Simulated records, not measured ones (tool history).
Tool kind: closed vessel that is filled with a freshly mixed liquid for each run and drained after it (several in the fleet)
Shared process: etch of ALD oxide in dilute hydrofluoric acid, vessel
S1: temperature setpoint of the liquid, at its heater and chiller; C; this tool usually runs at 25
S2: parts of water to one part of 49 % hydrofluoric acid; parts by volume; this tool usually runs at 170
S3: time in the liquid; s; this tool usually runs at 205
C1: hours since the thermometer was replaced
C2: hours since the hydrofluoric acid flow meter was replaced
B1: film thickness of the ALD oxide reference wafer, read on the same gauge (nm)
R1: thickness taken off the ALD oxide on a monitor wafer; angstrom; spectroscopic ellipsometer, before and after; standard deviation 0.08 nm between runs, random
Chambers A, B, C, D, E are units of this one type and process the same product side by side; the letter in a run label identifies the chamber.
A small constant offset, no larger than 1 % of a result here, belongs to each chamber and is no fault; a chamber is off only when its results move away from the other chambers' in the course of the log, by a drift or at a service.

run,hour,S1,S2,S3,C1,C2,B1,R1
1D,8.2,25,170,205,458.5,600.6,89.977,133.040
2A,23.7,25,170,205,375.1,2108.0,90.029,133.100
3C,39.4,25,170,205,514.8,1189.7,90.022,135.680
4B,48.4,25,170,205,627.5,633.9,90.024,133.720
# hour 54.3: chamber A: hydrofluoric acid flow meter replaced
5E,59.6,25,170,205,903.6,567.8,89.981,133.740
6A,71.0,25,170,205,422.4,16.7,90.033,130.760
7D,86.1,25,170,205,536.4,678.5,89.991,133.550
8B,93.4,25,170,205,672.5,678.9,89.991,132.440
9C,105.6,25,170,205,581.0,1255.9,90.012,135.220
10E,119.6,25,170,205,963.6,627.8,89.974,134.360
11A,133.7,25,170,205,485.1,79.4,89.995,133.720
12E,142.5,25,170,205,986.5,650.7,90.012,133.660
# hour 143.4: chamber D: hydrofluoric acid flow meter replaced
13B,153.6,25,170,205,732.7,739.1,90.009,133.100
14D,162.1,25,170,205,612.4,18.7,89.999,132.100
15C,169.3,25,170,205,644.7,1319.6,90.025,134.500
16A,185.3,25,170,205,536.7,131.0,89.971,132.600
17D,201.1,29,170,145,651.4,57.7,90.012,109.070
18E,208.8,29,170,145,1052.8,717.0,89.990,109.250
19B,224.4,29,170,145,803.5,809.9,90.031,110.070
20C,236.1,29,170,145,711.5,1386.4,90.012,109.380
21B,250.8,29,170,145,829.9,836.3,90.015,109.280
22C,265.4,25,170,205,740.8,1415.7,90.039,135.860
23E,279.5,25,170,205,1123.5,787.7,90.024,134.950
24A,291.5,25,170,205,642.9,237.2,90.010,132.760
25D,302.3,25,170,205,752.6,158.9,89.998,133.190
# hour 303.9: chamber E: hydrofluoric acid flow meter replaced
26B,314.2,25,170,205,893.3,899.7,90.035,133.690
27A,324.6,25,170,205,676.0,270.3,90.004,134.220
28C,335.5,25,170,205,810.9,1485.8,90.004,133.850
29D,350.8,25,170,205,801.1,207.4,89.977,133.360
30E,366.9,25,170,205,1210.9,63.0,89.974,133.160
31A,374.9,25,135,85,726.3,320.6,89.982,71.763
32D,385.1,25,135,85,835.4,241.7,90.012,72.891

Which is it: a chamber that has drifted or been left off by a service, a gauge drift common to all chambers, or only each chamber's usual small offset? If a chamber is off, name it and its likeliest cause.

No chamber is off and the gauge is stable; the differences are just each chamber's small, constant offset.
